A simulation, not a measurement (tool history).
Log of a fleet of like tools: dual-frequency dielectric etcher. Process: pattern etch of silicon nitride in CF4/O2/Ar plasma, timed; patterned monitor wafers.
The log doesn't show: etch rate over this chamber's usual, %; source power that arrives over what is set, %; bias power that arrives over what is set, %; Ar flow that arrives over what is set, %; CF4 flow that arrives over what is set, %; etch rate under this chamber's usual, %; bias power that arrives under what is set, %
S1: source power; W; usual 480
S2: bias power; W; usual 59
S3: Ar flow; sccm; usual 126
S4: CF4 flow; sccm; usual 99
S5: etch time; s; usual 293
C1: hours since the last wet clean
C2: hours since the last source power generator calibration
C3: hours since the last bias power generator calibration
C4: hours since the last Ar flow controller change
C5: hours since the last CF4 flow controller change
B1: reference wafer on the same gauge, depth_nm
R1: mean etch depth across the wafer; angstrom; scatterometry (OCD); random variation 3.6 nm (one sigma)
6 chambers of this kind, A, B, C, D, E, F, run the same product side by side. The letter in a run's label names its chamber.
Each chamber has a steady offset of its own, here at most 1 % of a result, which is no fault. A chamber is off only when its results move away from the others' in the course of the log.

run	hour	S1	S2	S3	S4	S5	C1	C2	C3	C4	C5	B1	R1
1E	6.8	480	59	126	99	293	277.9	1018.5	4392.5	5919.5	820.1	479.65	5539
2A	14.5	480	59	126	99	293	395.9	2746.8	3160.3	1003.5	232.4	480.02	5577.4
3B	20.4	480	59	126	99	293	280.6	2090.3	3820.8	431.5	698.8	480.58	5535.2
4F	29.1	480	59	126	99	293	93.9	3455.3	2006.6	790.2	1763.7	480.34	5513.1
5C	40.7	480	59	126	99	293	294.3	1451.8	4117.2	696	1334.1	479.75	5443.1
6D	47.1	480	59	126	99	293	103.5	3259.2	844.9	98.3	2440.8	479.6	5545.3
7C	57	480	59	126	99	293	310.6	1468.1	4133.5	712.3	1350.4	480.35	5492.5
8A	65	480	59	126	99	293	446.4	2797.3	3210.8	1054	282.9	480.47	5451
9E	71.5	410	59	116	99	293	342.6	1083.2	4457.2	5984.2	884.8	479.27	4900
# hour 78.7: chamber B: wet clean of the chamber
10B	78.9	410	59	116	99	293	0.3	2148.8	3879.3	490	757.3	480.65	4946.6
11D	89	410	59	116	99	293	145.4	3301.1	886.8	140.2	2482.7	480.19	4945.4
12F	95.5	410	59	116	99	293	160.3	3521.7	2073	856.6	1830.1	480.08	4935.7
# hour 101.7: chamber B: bias power generator calibrated
13C	103.6	410	59	116	99	293	357.2	1514.7	4180.1	758.9	1397	480.27	4840.5
14A	113.1	410	59	116	99	293	494.5	2845.4	3258.9	1102.1	331	480.39	4895.1
15F	125.2	480	59	126	99	293	190	3551.4	2102.7	886.3	1859.8	480.35	5503.3
# hour 127.6: chamber C: wet clean of the chamber
16E	136.8	480	59	149	78	293	407.9	1148.5	4522.5	6049.5	950.1	479.6	5305.3
17D	143.6	480	59	149	78	293	200	3355.7	941.4	194.8	2537.3	479.68	5264.2
18B	149.8	480	59	149	78	293	71.2	2219.7	48.2	560.9	828.2	480.57	5263.1
# hour 156.6: chamber A: wet clean of the chamber
19B	160.1	480	59	149	78	293	81.5	2230	58.5	571.2	838.5	480.67	5292.7
20E	167.8	480	59	149	78	293	438.9	1179.5	4553.5	6080.5	981.1	478.89	5272.2
21A	180.5	480	59	149	78	293	23.9	2912.8	3326.3	1169.5	398.4	480.74	5244
22C	186.8	480	59	126	99	293	59.3	1597.9	4263.3	842.1	1480.2	480.31	5324.1
23F	197.3	480	59	126	99	293	262.1	3623.5	2174.8	958.4	1931.9	480.26	5579.2
# hour 201.4: chamber A: bias power generator calibrated
24D	210.5	480	59	126	99	293	266.9	3422.6	1008.3	261.7	2604.2	480.28	5582.3
25D	218.3	480	59	126	99	293	274.7	3430.4	1016.1	269.5	2612	480.63	5527.5
# hour 224: chamber D: source power generator calibrated
26E	224.3	480	59	126	99	293	495.4	1236	4610	6137	1037.6	480.4	5636.4
27B	231.2	480	59	126	99	293	152.6	2301.1	129.6	642.3	909.6	479.97	5605.6
# hour 235.4: chamber C: source power generator calibrated
28A	241.6	480	59	126	99	293	85	2973.9	40.3	1230.6	459.5	479.59	5542.7
29C	252.7	480	59	126	99	293	125.2	17.4	4329.2	908	1546.1	479.53	5331.3
# hour 258.1: chamber E: Ar flow controller replaced
30F	260.7	480	59	126	99	293	325.5	3686.9	2238.2	1021.8	1995.3	480.34	5562.4
31F	271.4	480	59	126	99	293	336.2	3697.6	2248.9	1032.5	2006	480.49	5586.1
# hour 273.4: chamber B: source power generator calibrated
32D	278.5	480	59	126	99	293	334.9	54.5	1076.3	329.7	2672.2	480.16	5508.1
33C	291.8	480	59	126	99	293	164.3	56.5	4368.3	947.1	1585.2	480.01	5378.1
# hour 296.2: chamber E: wet clean of the chamber
34E	297.8	480	59	126	99	293	1.7	1309.5	4683.5	39.8	1111.1	480.61	5568.6
35B	307.3	480	59	126	99	293	228.7	34	205.7	718.4	985.7	480.65	5557.2
36A	318.2	480	59	126	99	293	161.6	3050.5	116.9	1307.2	536.1	480.29	5520.3

Next, every chamber runs the same settings. What will each give?
37A	327.9	480	59	126	99	364							?
37B	327.9	480	59	126	99	364							?
37C	327.9	480	59	126	99	364							?
37D	327.9	480	59	126	99	364							?
37E	327.9	480	59	126	99	364							?
37F	327.9	480	59	126	99	364							?

run	R1
37A	6789.2
37B	6838.5
37C	6620.1
37D	6886.4
37E	6828
37F	6935
